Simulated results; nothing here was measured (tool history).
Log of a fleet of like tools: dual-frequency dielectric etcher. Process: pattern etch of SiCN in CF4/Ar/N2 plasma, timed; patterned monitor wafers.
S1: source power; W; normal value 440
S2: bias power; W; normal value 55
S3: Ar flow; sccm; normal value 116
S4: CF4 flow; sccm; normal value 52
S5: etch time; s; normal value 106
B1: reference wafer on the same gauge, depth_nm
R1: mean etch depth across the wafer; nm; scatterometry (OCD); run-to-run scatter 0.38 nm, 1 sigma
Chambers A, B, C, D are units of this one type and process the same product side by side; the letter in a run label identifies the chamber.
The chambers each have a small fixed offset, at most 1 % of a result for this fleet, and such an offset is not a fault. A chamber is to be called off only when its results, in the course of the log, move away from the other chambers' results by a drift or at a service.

| run | hour | S1 | S2 | S3 | S4 | S5 | B1 | R1 |
|---|---|---|---|---|---|---|---|---|
| 1B | 5.2 | 440 | 55 | 116 | 52 | 106 | 78.669 | 75.606 |
| 2A | 13.7 | 440 | 55 | 116 | 52 | 106 | 78.779 | 75.045 |
| 3C | 17.9 | 440 | 55 | 116 | 52 | 106 | 78.675 | 75.491 |
| 4D | 22.2 | 440 | 55 | 116 | 52 | 106 | 78.723 | 75.367 |
| 5A | 27.8 | 440 | 55 | 116 | 52 | 106 | 78.630 | 75.417 |
| 6D | 34.7 | 440 | 55 | 116 | 52 | 106 | 78.696 | 76.222 |
| 7C | 40.4 | 440 | 55 | 116 | 52 | 106 | 78.597 | 75.000 |
| 8B | 46.8 | 440 | 44 | 116 | 52 | 119 | 78.749 | 78.836 |
|  | 54.6 | chamber D: Ar flow controller replaced |
| 9B | 55.7 | 440 | 44 | 116 | 52 | 119 | 78.756 | 78.942 |
| 10A | 61.5 | 440 | 44 | 116 | 52 | 119 | 78.673 | 78.735 |
| 11D | 66.2 | 440 | 44 | 116 | 52 | 119 | 78.678 | 78.949 |
| 12C | 73.2 | 440 | 55 | 116 | 52 | 106 | 78.597 | 75.462 |
| 13C | 82.3 | 440 | 55 | 116 | 52 | 106 | 78.762 | 74.912 |
| 14D | 89.5 | 480 | 55 | 116 | 43 | 106 | 78.658 | 79.125 |
| 15B | 96.2 | 480 | 55 | 116 | 43 | 106 | 78.674 | 79.349 |
| 16A | 102.7 | 480 | 55 | 116 | 43 | 106 | 78.700 | 78.273 |
| 17D | 108.7 | 480 | 55 | 116 | 43 | 106 | 78.637 | 80.061 |
| 18B | 117.8 | 440 | 55 | 116 | 52 | 106 | 78.605 | 75.801 |
| 19C | 123.3 | 440 | 55 | 116 | 52 | 106 | 78.812 | 75.086 |
|  | 125.5 | chamber C: wet clean of the chamber |
| 20A | 129.1 | 440 | 55 | 116 | 52 | 106 | 78.625 | 75.254 |
| 21D | 135.9 | 440 | 55 | 116 | 52 | 106 | 78.785 | 77.934 |
| 22B | 144.0 | 440 | 55 | 116 | 52 | 86 | 78.699 | 61.490 |
| 23A | 148.3 | 440 | 55 | 116 | 52 | 86 | 78.626 | 61.139 |
| 24C | 152.4 | 440 | 55 | 116 | 52 | 86 | 78.734 | 60.980 |
| 25B | 159.9 | 440 | 55 | 116 | 52 | 86 | 78.663 | 61.766 |
| 26A | 165.6 | 440 | 55 | 116 | 52 | 106 | 78.739 | 75.859 |
| 27C | 171.7 | 490 | 55 | 136 | 52 | 106 | 78.759 | 80.044 |
| 28D | 176.5 | 490 | 55 | 136 | 52 | 106 | 78.699 | 83.877 |

Next, every chamber runs the same settings. What will each give?
| 29A | 183.1 | 440 | 55 | 116 | 52 | 106 |  | ? |
| 29B | 183.1 | 440 | 55 | 116 | 52 | 106 |  | ? |
| 29C | 183.1 | 440 | 55 | 116 | 52 | 106 |  | ? |
| 29D | 183.1 | 440 | 55 | 116 | 52 | 106 |  | ? |

| run | R1 |
|---|---|
| 29A | 74.747 |
| 29B | 76.027 |
| 29C | 75.152 |
| 29D | 78.801 |
